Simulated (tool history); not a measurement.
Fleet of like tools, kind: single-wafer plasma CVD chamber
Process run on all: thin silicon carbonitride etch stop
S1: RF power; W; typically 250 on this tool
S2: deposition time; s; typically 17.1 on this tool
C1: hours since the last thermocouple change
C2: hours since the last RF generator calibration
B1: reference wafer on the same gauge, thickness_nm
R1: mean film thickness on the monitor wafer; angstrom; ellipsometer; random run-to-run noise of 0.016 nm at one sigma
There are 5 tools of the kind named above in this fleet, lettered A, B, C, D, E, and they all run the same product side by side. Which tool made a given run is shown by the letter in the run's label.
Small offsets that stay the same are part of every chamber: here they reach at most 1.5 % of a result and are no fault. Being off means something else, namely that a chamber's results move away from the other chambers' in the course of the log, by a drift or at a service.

run	day	S1	S2	C1	C2	B1	R1
1E	0.417	250	17.1	1874.4	295.8	10.605	103.95
2A	0.688	250	17.1	836.8	717	10.607	104.62
3B	1.075	250	17.1	2077.9	424.9	10.607	104.55
# day 1.142: chamber E: thermocouple changed; heater temperature recalibrated
4C	1.467	250	17.1	554.8	1211	10.608	103.76
5D	1.812	290	17.1	2135.8	53.1	10.609	107.86
6A	2.158	290	17.1	872.1	752.3	10.609	109.21
7D	2.362	290	17.1	2149	66.3	10.612	108.02
8C	2.658	290	17.1	583.4	1239.6	10.61	108.62
9B	2.988	290	17.1	2123.8	470.8	10.617	109.43
10E	3.192	250	16.1	49.3	362.4	10.615	97.772
11C	3.583	250	16.1	605.6	1261.8	10.621	97.779
12E	3.817	250	16.1	64.3	377.4	10.622	98.194
13B	4.1	250	16.1	2150.5	497.5	10.623	98.705
14D	4.5	250	16.1	2200.3	117.6	10.627	97
15A	4.717	250	17.1	933.5	813.7	10.629	104.63
16A	4.925	250	17.1	938.5	818.7	10.623	104.98
17E	5.196	250	17.1	97.4	410.5	10.629	104.48
18C	5.562	250	17.1	653.1	1309.3	10.628	103.73
19B	5.892	250	17.1	2193.5	540.5	10.628	104.68
20D	6.129	210	19.8	2239.4	156.7	10.634	113.37
# day 6.267: chamber D: thermocouple changed; heater temperature recalibrated
21C	6.408	210	19.8	673.4	1329.6	10.633	114.39
22B	6.683	210	19.8	2212.5	559.5	10.636	115.38
23D	7.062	210	19.8	19.1	179.1	10.64	113.31
24E	7.333	210	19.8	148.7	461.8	10.643	114.76
25A	7.675	250	17.1	1004.5	884.7	10.636	104.93
26B	7.933	250	17.1	2242.5	589.5	10.644	104.99
27C	8.292	250	17.1	718.6	1374.8	10.641	104.1
28D	8.554	250	17.1	54.9	214.9	10.651	103.35
29E	8.896	250	17.1	186.2	499.3	10.646	104.32
30A	9.308	250	17.1	1043.7	923.9	10.649	104.89
31D	9.592	250	17.1	79.8	239.8	10.652	103.53
32C	9.888	250	17.1	756.9	1413.1	10.651	104.09
33A	10.117	250	17.1	1063.1	943.3	10.654	105.15
34E	10.329	250	17.1	220.6	533.7	10.654	104.5
35B	10.717	250	17.1	2309.3	656.3	10.656	105.02
36A	10.979	205	15.9	1083.8	964	10.659	92.34
37D	11.425	205	15.9	123.8	283.8	10.662	90.87
38C	11.646	205	15.9	799.1	1455.3	10.663	91.488
39B	12.062	205	15.9	2341.6	688.6	10.667	92.484

Read the log: is a single chamber off, either drifting away or since a service, is the gauge that measures every chamber drifting, or is nothing wrong beyond small per-chamber offsets? Name any odd chamber and what most likely caused it.

Every chamber seems to shift together because the gauge that measures them all drifts; the chambers themselves are fine.
What lies behind it: gauge reads high (%) = 0.63.

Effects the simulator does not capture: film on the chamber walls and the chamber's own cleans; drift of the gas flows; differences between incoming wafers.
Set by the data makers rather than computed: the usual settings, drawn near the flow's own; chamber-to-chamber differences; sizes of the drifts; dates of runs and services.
